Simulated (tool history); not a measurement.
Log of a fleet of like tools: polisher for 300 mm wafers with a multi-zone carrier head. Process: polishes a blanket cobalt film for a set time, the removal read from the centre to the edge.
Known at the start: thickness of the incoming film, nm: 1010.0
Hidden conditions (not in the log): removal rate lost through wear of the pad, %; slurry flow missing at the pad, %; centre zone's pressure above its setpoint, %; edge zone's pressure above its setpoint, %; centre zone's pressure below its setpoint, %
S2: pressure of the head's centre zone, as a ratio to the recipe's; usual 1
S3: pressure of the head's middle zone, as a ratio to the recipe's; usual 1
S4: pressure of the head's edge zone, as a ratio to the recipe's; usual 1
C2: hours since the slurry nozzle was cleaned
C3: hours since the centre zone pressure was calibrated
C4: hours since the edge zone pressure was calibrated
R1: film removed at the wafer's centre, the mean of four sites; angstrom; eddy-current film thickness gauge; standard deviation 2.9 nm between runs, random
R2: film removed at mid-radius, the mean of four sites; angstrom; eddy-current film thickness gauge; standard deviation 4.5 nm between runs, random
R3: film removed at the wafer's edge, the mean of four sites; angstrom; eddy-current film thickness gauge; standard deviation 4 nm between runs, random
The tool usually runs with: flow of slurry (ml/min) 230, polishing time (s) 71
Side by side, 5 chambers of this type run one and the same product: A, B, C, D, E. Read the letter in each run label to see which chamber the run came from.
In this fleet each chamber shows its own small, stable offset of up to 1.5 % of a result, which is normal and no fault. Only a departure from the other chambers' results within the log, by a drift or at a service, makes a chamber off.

run 1C hour=7.4 | flow_of_slurry_(ml/min)=230 S2=1 S3=1 S4=1 polishing_time_(s)=71 | wafers_polished_on_this_pad=255 C2=238.4 C3=554.2 C4=485.1 | R1=3926.3 R2=3937.9 R3=3931
run 2A hour=15.9 | flow_of_slurry_(ml/min)=230 S2=1 S3=1 S4=1 polishing_time_(s)=71 | wafers_polished_on_this_pad=1047 C2=388.1 C3=502 C4=706.2 | R1=3980.8 R2=3962.6 R3=3895.6
-- hour=19.4 chamber E: slurry nozzle cleaned
-- hour=24.3 chamber A: worn pad replaced by a new one
run 3D hour=26.1 | flow_of_slurry_(ml/min)=230 S2=1 S3=1 S4=1 polishing_time_(s)=71 | wafers_polished_on_this_pad=1456 C2=32.4 C3=534.4 C4=605.9 | R1=3925.5 R2=3947.1 R3=4004.3
-- hour=27.2 chamber D: worn pad replaced by a new one
run 4E hour=31.2 | flow_of_slurry_(ml/min)=230 S2=1 S3=1 S4=1 polishing_time_(s)=71 | wafers_polished_on_this_pad=930 C2=11.8 C3=464.5 C4=359.5 | R1=3951.1 R2=3867.8 R3=3867.6
run 5B hour=41.6 | flow_of_slurry_(ml/min)=230 S2=1 S3=1 S4=1 polishing_time_(s)=71 | wafers_polished_on_this_pad=523 C2=293.8 C3=270.1 C4=98.4 | R1=4004.4 R2=4043.3 R3=3998.9
-- hour=42.3 chamber E: worn pad replaced by a new one
-- hour=44.8 chamber C: worn pad replaced by a new one
run 6D hour=48.4 | flow_of_slurry_(ml/min)=230 S2=1 S3=1 S4=1 polishing_time_(s)=71 | wafers_polished_on_this_pad=256 C2=54.7 C3=556.7 C4=628.2 | R1=3934.1 R2=4044.2 R3=4021.2
run 7B hour=59 | flow_of_slurry_(ml/min)=230 S2=1 S3=1 S4=1 polishing_time_(s)=71 | wafers_polished_on_this_pad=733 C2=311.2 C3=287.5 C4=115.8 | R1=3993.7 R2=3928.9 R3=4043
run 8E hour=68.9 | flow_of_slurry_(ml/min)=230 S2=1 S3=1 S4=1 polishing_time_(s)=71 | wafers_polished_on_this_pad=321 C2=49.5 C3=502.2 C4=397.2 | R1=3896.2 R2=3861.9 R3=3967.2
-- hour=71.8 chamber A: edge zone pressure recalibrated
run 9A hour=76.3 | flow_of_slurry_(ml/min)=230 S2=1 S3=1 S4=1 polishing_time_(s)=71 | wafers_polished_on_this_pad=628 C2=448.5 C3=562.4 C4=4.6 | R1=4041.3 R2=3971.5 R3=3988.4
-- hour=77 chamber A: slurry nozzle cleaned
-- hour=79.2 chamber E: edge zone pressure recalibrated
-- hour=81.1 chamber B: worn pad replaced by a new one
run 10C hour=86 | flow_of_slurry_(ml/min)=300 S2=1 S3=1.08 S4=1 polishing_time_(s)=71 | wafers_polished_on_this_pad=498 C2=317 C3=632.8 C4=563.7 | R1=4109.7 R2=4392.2 R3=4058.2
run 11B hour=93.1 | flow_of_slurry_(ml/min)=300 S2=1 S3=1.08 S4=1 polishing_time_(s)=71 | wafers_polished_on_this_pad=145 C2=345.3 C3=321.6 C4=149.9 | R1=4110.6 R2=4393.6 R3=4052.5
-- hour=100.1 chamber C: worn pad replaced by a new one
run 12D hour=103.4 | flow_of_slurry_(ml/min)=300 S2=1 S3=1.08 S4=1 polishing_time_(s)=71 | wafers_polished_on_this_pad=919 C2=109.7 C3=611.7 C4=683.2 | R1=4048.6 R2=4434 R3=4163.3
run 13C hour=108.1 | flow_of_slurry_(ml/min)=300 S2=1 S3=1.08 S4=1 polishing_time_(s)=71 | wafers_polished_on_this_pad=96 C2=339.1 C3=654.9 C4=585.8 | R1=4080.1 R2=4243.2 R3=4114.5
-- hour=111.9 chamber A: worn pad replaced by a new one
run 14A hour=112.7 | flow_of_slurry_(ml/min)=300 S2=1 S3=1.08 S4=1 polishing_time_(s)=71 | wafers_polished_on_this_pad=10 C2=35.8 C3=598.8 C4=41 | R1=4118.4 R2=4332.7 R3=3941
run 15E hour=118.6 | flow_of_slurry_(ml/min)=230 S2=1 S3=1 S4=1 polishing_time_(s)=71 | wafers_polished_on_this_pad=920 C2=99.2 C3=551.9 C4=39.5 | R1=3976.1 R2=3912.2 R3=3966
-- hour=120.1 chamber B: centre zone pressure recalibrated
run 16D hour=125.9 | flow_of_slurry_(ml/min)=230 S2=1 S3=1 S4=1 polishing_time_(s)=71 | wafers_polished_on_this_pad=1191 C2=132.2 C3=634.2 C4=705.7 | R1=3978.6 R2=4097.5 R3=4023.3
run 17C hour=134 | flow_of_slurry_(ml/min)=230 S2=1 S3=0.92 S4=1.07 polishing_time_(s)=71 | wafers_polished_on_this_pad=409 C2=365 C3=680.8 C4=611.7 | R1=3921 R2=3587.5 R3=4140.1
-- hour=136.7 chamber E: worn pad replaced by a new one
-- hour=138.1 chamber D: worn pad replaced by a new one
run 18E hour=140.1 | flow_of_slurry_(ml/min)=230 S2=1 S3=0.92 S4=1.07 polishing_time_(s)=71 | wafers_polished_on_this_pad=41 C2=120.7 C3=573.4 C4=61 | R1=4018.6 R2=3679.6 R3=4120
-- hour=142.5 chamber E: centre zone pressure recalibrated
run 19B hour=147.8 | flow_of_slurry_(ml/min)=230 S2=1 S3=0.92 S4=1.07 polishing_time_(s)=71 | wafers_polished_on_this_pad=805 C2=400 C3=27.7 C4=204.6 | R1=4006.1 R2=3692.9 R3=4175.3
-- hour=149.5 chamber C: worn pad replaced by a new one
run 20A hour=156.6 | flow_of_slurry_(ml/min)=230 S2=1 S3=0.92 S4=1.07 polishing_time_(s)=71 | wafers_polished_on_this_pad=539 C2=79.7 C3=642.7 C4=84.9 | R1=3993.5 R2=3650.1 R3=4112.6
run 21C hour=167 | flow_of_slurry_(ml/min)=230 S2=1 S3=0.92 S4=1.07 polishing_time_(s)=71 | wafers_polished_on_this_pad=211 C2=398 C3=713.8 C4=644.7 | R1=3967 R2=3661.9 R3=4124.1
-- hour=171.5 chamber B: worn pad replaced by a new one
run 22B hour=173.6 | flow_of_slurry_(ml/min)=230 S2=1 S3=0.94 S4=1 polishing_time_(s)=88 | wafers_polished_on_this_pad=25 C2=425.8 C3=53.5 C4=230.4 | R1=4931.9 R2=4659.4 R3=4975.7
run 23A hour=179.4 | flow_of_slurry_(ml/min)=230 S2=1 S3=0.94 S4=1 polishing_time_(s)=88 | wafers_polished_on_this_pad=815 C2=102.5 C3=665.5 C4=107.7 | R1=4907 R2=4660.9 R3=4837.8
run 24E hour=189.6 | flow_of_slurry_(ml/min)=230 S2=1 S3=0.94 S4=1 polishing_time_(s)=88 | wafers_polished_on_this_pad=639 C2=170.2 C3=47.1 C4=110.5 | R1=5407.2 R2=4612.8 R3=4980.9
-- hour=193.7 chamber A: centre zone pressure recalibrated
run 25D hour=196.5 | flow_of_slurry_(ml/min)=230 S2=1 S3=0.94 S4=1 polishing_time_(s)=88 | wafers_polished_on_this_pad=705 C2=202.8 C3=704.8 C4=776.3 | R1=4878.2 R2=4686.4 R3=5010.1
-- hour=201.8 chamber C: worn pad replaced by a new one
run 26C hour=205.4 | flow_of_slurry_(ml/min)=230 S2=1 S3=0.94 S4=1 polishing_time_(s)=88 | wafers_polished_on_this_pad=44 C2=436.4 C3=752.2 C4=683.1 | R1=4861.7 R2=4592.2 R3=4873.9
run 27D hour=214 | flow_of_slurry_(ml/min)=230 S2=1 S3=1 S4=1 polishing_time_(s)=71 | wafers_polished_on_this_pad=916 C2=220.3 C3=722.3 C4=793.8 | R1=4000.7 R2=4075.5 R3=4014.5
-- hour=219.9 chamber A: worn pad replaced by a new one
run 28E hour=222.1 | flow_of_slurry_(ml/min)=230 S2=1 S3=1 S4=1 polishing_time_(s)=71 | wafers_polished_on_this_pad=1031 C2=202.7 C3=79.6 C4=143 | R1=4365.4 R2=4019.3 R3=3986.3
-- hour=224.4 chamber E: worn pad replaced by a new one
run 29B hour=228.7 | flow_of_slurry_(ml/min)=230 S2=1 S3=1 S4=1 polishing_time_(s)=71 | wafers_polished_on_this_pad=690 C2=480.9 C3=108.6 C4=285.5 | R1=4009 R2=4014.1 R3=3967.5
run 30A hour=236 | flow_of_slurry_(ml/min)=200 S2=1 S3=1 S4=1 polishing_time_(s)=71 | wafers_polished_on_this_pad=194 C2=159.1 C3=42.4 C4=164.3 | R1=3901.5 R2=3897.5 R3=3938.1
run 31C hour=244 | flow_of_slurry_(ml/min)=200 S2=1 S3=1 S4=1 polishing_time_(s)=71 | wafers_polished_on_this_pad=510 C2=475 C3=790.8 C4=721.7 | R1=3877.1 R2=3858.4 R3=3851.8
run 32D hour=249.5 | flow_of_slurry_(ml/min)=200 S2=1 S3=1 S4=1 polishing_time_(s)=71 | wafers_polished_on_this_pad=1345 C2=255.8 C3=757.8 C4=829.3 | R1=3815.8 R2=3924.8 R3=4005.1
-- hour=251.4 chamber B: worn pad replaced by a new one
run 33A hour=256.1 | flow_of_slurry_(ml/min)=200 S2=1 S3=1 S4=1 polishing_time_(s)=71 | wafers_polished_on_this_pad=437 C2=179.2 C3=62.5 C4=184.4 | R1=3866.2 R2=3910 R3=3886.3
run 34B hour=264.7 | flow_of_slurry_(ml/min)=200 S2=1 S3=1 S4=1 polishing_time_(s)=71 | wafers_polished_on_this_pad=161 C2=516.9 C3=144.6 C4=321.5 | R1=3897.7 R2=3925.1 R3=3905.5
run 35E hour=271.6 | flow_of_slurry_(ml/min)=160 S2=1 S3=1 S4=1 polishing_time_(s)=71 | wafers_polished_on_this_pad=570 C2=252.2 C3=129.1 C4=192.5 | R1=4052 R2=3741.3 R3=3797.8

All chambers now run identical settings, listed one chamber a line with results as question marks. What results will each chamber show?
run 36A hour=279.2 | flow_of_slurry_(ml/min)=230 S2=1 S3=1 S4=1.08 polishing_time_(s)=71 | R1=? R2=? R3=?
run 36B hour=279.2 | flow_of_slurry_(ml/min)=230 S2=1 S3=1 S4=1.08 polishing_time_(s)=71 | R1=? R2=? R3=?
run 36C hour=279.2 | flow_of_slurry_(ml/min)=230 S2=1 S3=1 S4=1.08 polishing_time_(s)=71 | R1=? R2=? R3=?
run 36D hour=279.2 | flow_of_slurry_(ml/min)=230 S2=1 S3=1 S4=1.08 polishing_time_(s)=71 | R1=? R2=? R3=?
run 36E hour=279.2 | flow_of_slurry_(ml/min)=230 S2=1 S3=1 S4=1.08 polishing_time_(s)=71 | R1=? R2=? R3=?

run=36A R1=4033.5 R2=3988.2 R3=4042.8
run=36B R1=4002 R2=3946.5 R3=4013.5
run=36C R1=3930.5 R2=3885.6 R3=4179.5
run=36D R1=3984.5 R2=4042.8 R3=4215.5
run=36E R1=4405.8 R2=3836.3 R3=4171.6
